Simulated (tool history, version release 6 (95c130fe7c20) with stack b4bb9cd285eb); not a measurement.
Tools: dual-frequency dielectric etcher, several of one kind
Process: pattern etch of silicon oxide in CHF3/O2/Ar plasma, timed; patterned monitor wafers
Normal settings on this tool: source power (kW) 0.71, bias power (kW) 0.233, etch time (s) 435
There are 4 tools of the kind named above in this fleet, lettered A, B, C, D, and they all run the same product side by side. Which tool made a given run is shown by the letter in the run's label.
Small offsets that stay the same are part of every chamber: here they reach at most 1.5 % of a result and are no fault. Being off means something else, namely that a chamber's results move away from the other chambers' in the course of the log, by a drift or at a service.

run	hour	source power (kW)	bias power (kW)	etch time (s)	hours since the last wet clean	hours since the last source power generator calibration	hours since the last bias power generator calibration	read-back reference wafer on the same gauge, depth_nm	mean etch depth across the wafer (angstrom)
# hour 2: chamber C: wet clean of the chamber
1B	6.8	0.71	0.233	435	423.7	443.4	2730.8	1080	9996.6
2A	12.2	0.71	0.233	435	350.5	2597.8	3287.2	1080.5	9901.9
3C	16.5	0.71	0.233	435	14.6	3231.2	164.9	1080.9	10004
4D	20.4	0.71	0.233	435	439.4	2039.8	2634	1080.7	9998.5
5B	28	0.71	0.233	435	444.9	464.6	2752	1081.3	9982.1
# hour 32: chamber D: wet clean of the chamber
6A	33.9	0.71	0.233	435	372.2	2619.5	3308.9	1081.3	9867.5
# hour 34.1: chamber B: wet clean of the chamber
7D	41.1	0.71	0.233	435	9.2	2060.5	2654.7	1081.2	9997.4
8C	47.5	0.71	0.233	435	45.6	3262.2	195.9	1081.7	10010
9A	53.7	0.71	0.233	435	392	2639.3	3328.7	1082.2	9886.2
10C	57.8	0.71	0.233	435	55.9	3272.5	206.2	1082.1	10018
11B	62.1	0.71	0.261	435	28	498.7	2786.1	1082.6	10420
12D	68.3	0.71	0.261	435	36.4	2087.7	2681.9	1082.7	10424
13B	74.4	0.71	0.261	435	40.3	511	2798.4	1082.8	10419
14D	80.8	0.71	0.261	435	48.9	2100.2	2694.4	1083.5	10445
15A	88	0.71	0.233	435	426.3	2673.6	3363	1083	9937.3
16C	93.2	0.71	0.233	435	91.3	3307.9	241.6	1083.8	10030
17B	98.4	0.71	0.233	435	64.3	535	2822.4	1083.7	9983.8
18A	105.4	0.71	0.233	435	443.7	2691	3380.4	1084	9914.5
19C	112	0.71	0.193	513	110.1	3326.7	260.4	1084	11126
20D	115.6	0.71	0.193	513	83.7	2135	2729.2	1084.4	11092
21D	118.9	0.71	0.193	513	87	2138.3	2732.5	1084.1	11114
22C	123.6	0.71	0.193	513	121.7	3338.3	272	1084.7	11112
23B	129.8	0.71	0.233	435	95.7	566.4	2853.8	1085.1	10020
24A	135.2	0.71	0.233	435	473.5	2720.8	3410.2	1085.1	9916.4
25A	141.3	0.71	0.233	435	479.6	2726.9	3416.3	1085.6	9943.1
26B	145.4	0.59	0.275	435	111.3	582	2869.4	1085.6	9930.5
27D	151.3	0.59	0.275	435	119.4	2170.7	2764.9	1085.9	9912
28C	156.4	0.59	0.275	435	154.5	3371.1	304.8	1086.1	9955.2
29B	160.4	0.59	0.275	435	126.3	597	2884.4	1086.2	9970.8
30D	163.9	0.71	0.233	435	132	2183.3	2777.5	1086	10035
31C	171.4	0.71	0.233	435	169.5	3386.1	319.8	1086	10064
# hour 171.7: chamber A: wet clean of the chamber
32A	177.6	0.71	0.233	435	6	2763.2	3452.6	1086.7	9923.5
33D	182.7	0.71	0.233	435	150.8	2202.1	2796.3	1086.4	10064
34A	188.8	0.71	0.233	435	17.2	2774.4	3463.8	1086.9	9949.6
35B	195.1	0.61	0.255	435	161	631.7	2919.1	1087.2	9815.4
36C	200.7	0.61	0.255	435	198.8	3415.4	349.1	1087.7	9839.8

The same settings go to every chamber for the next run, one line per chamber below. Forecast the results for each:
37A	206.1	0.57	0.233	435					?
37B	206.1	0.57	0.233	435					?
37C	206.1	0.57	0.233	435					?
37D	206.1	0.57	0.233	435					?

run	mean etch depth across the wafer (angstrom)
37A	9138.1
37B	9300.2
37C	9290.3
37D	9279.6
